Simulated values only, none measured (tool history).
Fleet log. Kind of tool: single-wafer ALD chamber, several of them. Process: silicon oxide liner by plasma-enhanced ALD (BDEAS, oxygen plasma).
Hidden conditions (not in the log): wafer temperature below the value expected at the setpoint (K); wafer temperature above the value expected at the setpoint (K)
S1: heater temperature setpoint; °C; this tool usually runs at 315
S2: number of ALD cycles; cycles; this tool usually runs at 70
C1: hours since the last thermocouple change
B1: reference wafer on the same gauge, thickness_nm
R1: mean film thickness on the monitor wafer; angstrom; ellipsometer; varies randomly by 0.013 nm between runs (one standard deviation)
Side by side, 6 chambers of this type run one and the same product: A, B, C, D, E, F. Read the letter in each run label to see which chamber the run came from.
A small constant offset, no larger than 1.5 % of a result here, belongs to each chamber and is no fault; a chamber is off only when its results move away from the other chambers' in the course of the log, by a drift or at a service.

run,hour,S1,S2,C1,B1,R1
1C,12.1,315,70,900.7,7.3271,64.146
2B,21.4,315,70,1145.5,7.3319,63.101
3F,34.5,315,70,489.6,7.3316,63.537
4A,43.4,315,70,1034.5,7.3313,63.126
5E,50.4,315,70,543.3,7.3298,64.147
6D,60.2,328,76,251.9,7.329,68.755
7C,66.2,328,76,954.8,7.333,68.063
8E,74,328,76,566.9,7.3303,68.073
9D,82.3,328,76,274,7.3299,68.644
10F,95.9,328,76,551,7.3305,67.842
11B,107.6,328,76,1231.7,7.3269,67.254
12A,118.6,315,70,1109.7,7.3366,63.39
13F,126.5,315,70,581.6,7.332,63.628
14C,138.3,315,70,1026.9,7.332,63.879
15D,146.5,315,70,338.2,7.3315,64.438
16E,154.2,315,70,647.1,7.3275,64.345
17A,164,315,70,1155.1,7.3299,63.396
18B,174.2,329,70,1298.3,7.3318,61.966
19A,184.5,329,70,1175.6,7.3321,62.02
20B,191.7,329,70,1315.8,7.33,61.788
21E,201,329,70,693.9,7.3265,62.509
22D,213.3,329,70,405,7.3246,63.148
23F,220,329,70,675.1,7.3281,62.577
24C,230.8,315,70,1119.4,7.3256,63.814
25F,242.5,315,70,697.6,7.3304,63.685
26D,253.3,315,70,445,7.3315,64.434
27A,265.9,315,70,1257,7.3324,63.292
28E,276.4,315,70,769.3,7.3276,64.049
29B,284.9,315,70,1409,7.3341,62.927
30C,297,315,70,1185.6,7.3279,63.929
31C,309.9,315,70,1198.5,7.328,63.927
32A,316.4,315,64,1307.5,7.3295,57.829
33B,323,315,64,1447.1,7.3248,57.725
34F,335.2,315,64,790.3,7.3308,58.201
35E,348.4,315,64,841.3,7.3298,58.519
36D,355.9,315,64,547.6,7.3316,58.814

For the next run the whole fleet of 6 chambers uses the same settings. Give each chamber's results:
37A,365.7,309,70,,,?
37B,365.7,309,70,,,?
37C,365.7,309,70,,,?
37D,365.7,309,70,,,?
37E,365.7,309,70,,,?
37F,365.7,309,70,,,?

run,R1
37A,63.774
37B,63.52
37C,64.493
37D,65.151
37E,64.701
37F,64.41
